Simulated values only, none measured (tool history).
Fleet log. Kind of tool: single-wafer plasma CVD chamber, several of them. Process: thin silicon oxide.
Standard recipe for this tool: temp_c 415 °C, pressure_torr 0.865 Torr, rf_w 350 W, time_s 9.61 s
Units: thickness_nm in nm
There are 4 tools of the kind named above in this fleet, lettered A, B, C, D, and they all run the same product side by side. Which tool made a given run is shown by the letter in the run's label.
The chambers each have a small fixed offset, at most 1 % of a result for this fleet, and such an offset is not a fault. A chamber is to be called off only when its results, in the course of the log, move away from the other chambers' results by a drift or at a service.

run,hour,temp_c,pressure_torr,rf_w,time_s,hours since the last thermocouple change,hours since the last RF generator calibration,hours since the last manometer calibration,"read-back reference wafer on the same gauge, thickness_nm",thickness_nm
1A,2.4,415,0.865,350,9.61,913.1,619.4,1425.1,22.376,19.883
# hour 3.5: chamber B: thermocouple changed; heater temperature recalibrated
2D,5.9,415,0.865,350,9.61,1187.9,599.8,734.2,22.407,19.679
3C,10.8,415,0.865,350,9.61,742.1,905.9,831.5,22.373,19.905
4B,14.6,415,0.865,350,9.61,11.1,566.0,886.5,22.407,19.895
5A,18.3,415,0.865,350,9.61,929.0,635.3,1441.0,22.374,19.732
6B,22.2,415,0.865,350,9.61,18.7,573.6,894.1,22.385,19.820
7D,27.3,415,0.865,350,9.61,1209.3,621.2,755.6,22.385,19.811
8C,31.3,415,0.865,350,9.61,762.6,926.4,852.0,22.399,19.854
9C,36.2,415,0.865,350,9.61,767.5,931.3,856.9,22.392,19.983
10A,40.1,415,0.865,350,9.61,950.8,657.1,1462.8,22.414,19.857
11B,44.1,415,0.865,350,9.61,40.6,595.5,916.0,22.392,19.897
12D,47.1,415,0.865,350,9.61,1229.1,641.0,775.4,22.395,19.742
13D,49.7,415,0.865,350,9.61,1231.7,643.6,778.0,22.376,19.762
14A,54.3,415,0.865,350,9.61,965.0,671.3,1477.0,22.389,19.723
15B,59.3,415,0.677,350,9.61,55.8,610.7,931.2,22.396,15.716
16C,63.2,415,0.677,350,9.61,794.5,958.3,883.9,22.393,15.999
17B,67.2,415,0.677,350,9.61,63.7,618.6,939.1,22.412,15.553
18A,71.8,415,0.677,350,9.61,982.5,688.8,1494.5,22.425,15.634
19D,74.8,415,0.865,350,9.61,1256.8,668.7,803.1,22.379,19.847
20C,78.4,415,0.865,350,9.61,809.7,973.5,899.1,22.384,20.076
21D,81.6,415,0.666,300,9.61,1263.6,675.5,809.9,22.383,14.604
22C,84.2,415,0.666,300,9.61,815.5,979.3,904.9,22.388,14.693
23B,87.6,415,0.666,300,9.61,84.1,639.0,959.5,22.414,14.366
24A,90.2,415,0.666,300,9.61,1000.9,707.2,1512.9,22.422,14.582
25D,92.7,427,0.865,350,9.61,1274.7,686.6,821.0,22.406,19.465
26A,95.7,427,0.865,350,9.61,1006.4,712.7,1518.4,22.399,19.889
27C,98.8,427,0.865,350,9.61,830.1,993.9,919.5,22.406,19.749
28B,102.0,427,0.865,350,9.61,98.5,653.4,973.9,22.414,19.855
29A,105.3,415,0.865,350,9.61,1016.0,722.3,1528.0,22.447,19.781
30B,108.6,415,0.865,350,9.61,105.1,660.0,980.5,22.391,19.886
31C,111.5,415,0.865,350,9.61,842.8,1006.6,932.2,22.404,19.853
32D,114.0,415,0.865,290,9.61,1296.0,707.9,842.3,22.373,18.309
33D,116.7,415,0.865,290,9.61,1298.7,710.6,845.0,22.397,18.357
34B,121.1,415,0.865,290,9.61,117.6,672.5,993.0,22.403,18.480
35A,124.1,415,0.865,290,9.61,1034.8,741.1,1546.8,22.439,18.436
36C,128.7,428,0.865,350,9.61,860.0,1023.8,949.4,22.395,19.724
37B,133.0,428,0.865,350,9.61,129.5,684.4,1004.9,22.412,19.725
38C,137.6,428,0.865,350,9.61,868.9,1032.7,958.3,22.413,19.631

Does one chamber stand apart from the rest, does the shared gauge drift, or is all well apart from small per-chamber offsets? Give the chamber and the most likely cause, where there is one.

No chamber stands off beyond its own small offset, and the gauge holds steady.
